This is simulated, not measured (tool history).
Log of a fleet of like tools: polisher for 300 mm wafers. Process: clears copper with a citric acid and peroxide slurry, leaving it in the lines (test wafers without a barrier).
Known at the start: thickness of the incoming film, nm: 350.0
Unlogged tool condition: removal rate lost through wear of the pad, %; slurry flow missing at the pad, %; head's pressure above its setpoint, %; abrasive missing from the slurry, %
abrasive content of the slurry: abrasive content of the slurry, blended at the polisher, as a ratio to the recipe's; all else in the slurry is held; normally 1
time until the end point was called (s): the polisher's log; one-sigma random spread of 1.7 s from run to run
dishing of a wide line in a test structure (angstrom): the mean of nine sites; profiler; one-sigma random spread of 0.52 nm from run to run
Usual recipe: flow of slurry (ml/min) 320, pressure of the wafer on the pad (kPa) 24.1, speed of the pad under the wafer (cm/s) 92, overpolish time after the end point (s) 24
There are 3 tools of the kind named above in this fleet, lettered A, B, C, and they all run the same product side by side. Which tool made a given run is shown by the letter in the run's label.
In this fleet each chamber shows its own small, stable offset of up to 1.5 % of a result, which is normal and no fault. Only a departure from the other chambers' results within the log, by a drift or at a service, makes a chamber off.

run,hour,flow of slurry (ml/min),pressure of the wafer on the pad (kPa),speed of the pad under the wafer (cm/s),abrasive content of the slurry,overpolish time after the end point (s),wafers polished on this pad,hours since the slurry nozzle was cleaned,hours since the head pressure was calibrated,hours since the slurry blender was calibrated,time until the end point was called (s),dishing of a wide line in a test structure (angstrom)
1C,16.4,320,24.1,92,1,24,1249,27.1,1224.3,82.7,132.37,406.57
# hour 21.4: chamber C: worn pad replaced by a new one
2B,27.9,320,24.1,92,1,24,430,323.8,157.8,75.1,129.47,405.92
# hour 28.8: chamber A: slurry blender recalibrated
3A,35.4,320,24.1,92,1,24,446,483.5,309.4,6.6,133.36,408.19
4C,50,320,24.1,92,1,24,142,60.7,1257.9,116.3,134.69,404.45
5B,66.6,320,24.1,92,1,24,623,362.5,196.5,113.8,131.08,393.71
6A,76.3,320,24.1,92,1,24,651,524.4,350.3,47.5,133.89,408.26
# hour 85.6: chamber C: slurry blender recalibrated
7B,89.5,320,24.1,92,1,24,737,385.4,219.4,136.7,132.24,392.33
# hour 97.3: chamber A: slurry nozzle cleaned
8A,104.9,320,24.1,92,1,24,794,7.6,378.9,76.1,133.83,406.97
# hour 105.9: chamber B: slurry blender recalibrated
9C,113.7,320,24.1,82,1,24,461,124.4,1321.6,28.1,149.44,374.32
# hour 116.3: chamber B: slurry nozzle cleaned
10B,124.5,320,24.1,82,1,24,912,8.3,254.4,18.7,151.2,371.16
11C,136.1,320,24.1,82,1,24,573,146.8,1344,50.5,144.14,374.54
12A,148.9,320,24.1,92,1,24,1013,51.6,422.9,120.1,134.36,399.75
13C,158.9,320,24.1,92,1,24,686,169.6,1366.8,73.3,131.03,409.77
14A,172.7,320,24.1,92,1,24,1132,75.4,446.7,143.9,132.12,399.25
15B,184.3,320,24.1,92,1,24,1211,68.1,314.2,78.5,129.68,401.52
# hour 186.5: chamber A: worn pad replaced by a new one
16A,199.5,320,24.1,92,1,24,65,102.2,473.5,170.7,132.91,405.61
17C,208.8,320,24.1,92,1,24,936,219.5,1416.7,123.2,128.49,413.82
# hour 216.6: chamber B: worn pad replaced by a new one
18B,221.5,320,24.1,92,1,24,24,105.3,351.4,115.7,128.25,415.39
19A,231.6,320,24.1,92,1,24,225,134.3,505.6,202.8,130.56,398.5
# hour 231.7: chamber B: slurry blender recalibrated
# hour 241.6: chamber C: slurry blender recalibrated
20B,248.2,320,24.1,92,1,24,157,132,378.1,16.5,125.47,419.12
# hour 251.5: chamber C: head pressure recalibrated
21C,264.7,375,24.1,92,1.15,24,1215,275.4,13.2,23.1,121.99,420.79
22A,274.5,375,24.1,92,1.15,24,439,177.2,548.5,245.7,123.52,415.85
# hour 282.1: chamber C: worn pad replaced by a new one
23B,285.5,375,24.1,92,1.15,24,344,169.3,415.4,53.8,119.95,439
24C,298.8,320,24.1,92,1,24,83,309.5,47.3,57.2,129.81,411.8
25C,308.2,320,24.1,92,1,24,130,318.9,56.7,66.6,129.74,417.29
26B,322.1,320,24.1,92,1,24,527,205.9,452,90.4,123.37,422.75
27A,332.1,320,24.1,92,1,24,727,234.8,606.1,303.3,132.56,407.15
28C,339.8,320,24.1,92,1,24,288,350.5,88.3,98.2,128.61,404.74
29B,347.8,320,24.1,92,1,24,655,231.6,477.7,116.1,122.3,436.18
30A,361.2,320,24.1,92,1,24,873,263.9,635.2,332.4,134.52,400.57
31B,376,320,24.1,92,1,24,796,259.8,505.9,144.3,120.37,436.27
32C,390.1,260,24.1,92,1,24,540,400.8,138.6,148.5,133.36,411.26
# hour 394.8: chamber A: slurry blender recalibrated
33A,398.1,260,24.1,92,1,24,1057,300.8,672.1,3.3,138.62,397

Which is it: a chamber that has drifted or been left off by a service, a gauge drift common to all chambers, or only each chamber's usual small offset? If a chamber is off, name it and its likeliest cause.

Chamber B drifts away from the others.
Likeliest cause: head's pressure above its setpoint, % = 12.6.

Here are 4 candidates for chamber B's next run, each the usual settings with a change, their results left as question marks. Which one brings its results back in line with what the others give on the usual settings?
To be in line, a result may differ from the other chambers' mean on the usual settings by at most: time until the end point was called (s) 6.1; dishing of a wide line in a test structure (angstrom) 18
34B-1,410,320,22.8,86,1,24,,,,,?,?
34B-2,410,325,26.9,104,1,24,,,,,?,?
34B-3,410,320,25.5,98,1,24,,,,,?,?
34B-4,410,315,21.4,82,1,24,,,,,?,?

Average result of the remaining chambers running the usual settings: time until the end point was called (s) 132.06; dishing of a wide line in a test structure (angstrom) 405.94
run,time until the end point was called (s),dishing of a wide line in a test structure (angstrom)
34B-1,132.52,395.13
34B-2,93.468,516.81
34B-3,104.42,475.86
34B-4,147.63,361.88
The right change is 34B-1: it brings the chamber back within the allowed miss of the others.
